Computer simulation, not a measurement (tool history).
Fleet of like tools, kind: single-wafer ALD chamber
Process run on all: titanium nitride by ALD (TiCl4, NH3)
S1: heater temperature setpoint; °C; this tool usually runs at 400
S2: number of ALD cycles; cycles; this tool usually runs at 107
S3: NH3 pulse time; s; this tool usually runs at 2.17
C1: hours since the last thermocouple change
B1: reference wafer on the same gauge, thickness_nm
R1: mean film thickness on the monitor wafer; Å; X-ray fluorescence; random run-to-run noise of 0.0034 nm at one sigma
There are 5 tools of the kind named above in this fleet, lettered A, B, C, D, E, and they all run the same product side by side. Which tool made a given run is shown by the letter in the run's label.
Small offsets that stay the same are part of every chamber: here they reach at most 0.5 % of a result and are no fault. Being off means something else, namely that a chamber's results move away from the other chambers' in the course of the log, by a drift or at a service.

run    day   S1   S2    S3      C1      B1      R1
 1C  0.288  400  107  2.17  1051.9  2.4593  23.546
 2B  0.504  400  107  2.17  1268.3  2.4579  23.655
 3A  0.721  400  107  2.17   553.3  2.4586  23.689
 4D  0.975  400  107  2.17   838.2   2.459  23.572
 5E  1.125  400  107  2.17   227.5  2.4588  23.656
     1.321  -- chamber C: thermocouple changed; heater temperature recalibrated
 6A  1.404  400  107  2.17   569.7  2.4558  23.601
 7E  1.608  400  107  2.17   239.1  2.4567  23.701
 8D  1.788  400  107  2.17   857.7  2.4567  23.491
 9C  2.046  400  107  2.17    17.5  2.4562  23.542
10B  2.258  400  107  2.17  1310.4   2.456  23.595
11A  2.429  400  107  2.17   594.3  2.4544  23.619
12C  2.625  400  107  2.17    31.4   2.454  23.498
13E  2.896  406  107  2.17     270  2.4541  23.711
14B  3.154  406  107  2.17  1331.9  2.4536  23.649
15D  3.354  406  107  2.17   895.3  2.4531  23.564
16B  3.533  406  107  2.17    1341  2.4533  23.695
17A  3.721  406  107  2.17   625.3   2.452  23.674
18C  3.879  387  107   1.5    61.5  2.4515  22.801
19D  4.096  387  107   1.5   913.1  2.4507  22.851
20E  4.338  387  107   1.5   304.6  2.4504   22.96
21B  4.533  387  107   1.5    1365  2.4515  22.818
22C  4.808  387  107   1.5    83.8  2.4503  22.751
23E  5.054  400  107  2.17   321.8  2.4499  23.592
24A  5.338  391  107   1.6   664.1  2.4493  23.096
25D  5.562  391  107   1.6   948.3   2.449  22.949
26B  5.733  391  107   1.6  1393.8  2.4488  23.001
27A  5.888  391  107   1.6   677.3  2.4493  23.055
28D   6.05  391  107   1.6     960  2.4478  22.957
29C  6.254  400  123  2.44   118.5  2.4477  27.069
30E  6.442  400  123  2.44   355.1  2.4472  27.264
31D  6.738  400  123  2.44   976.5  2.4462  27.117
32C  6.938  400  123  2.44   134.9  2.4453  27.075

Read the log: is a single chamber off, either drifting away or since a service, is the gauge that measures every chamber drifting, or is nothing wrong beyond small per-chamber offsets? Name any odd chamber and what most likely caused it.

No chamber is off; the gauge reading every chamber's wafers drifts, which makes the whole fleet appear to move together.
Most likely cause: gauge reads low (%) = 0.599.

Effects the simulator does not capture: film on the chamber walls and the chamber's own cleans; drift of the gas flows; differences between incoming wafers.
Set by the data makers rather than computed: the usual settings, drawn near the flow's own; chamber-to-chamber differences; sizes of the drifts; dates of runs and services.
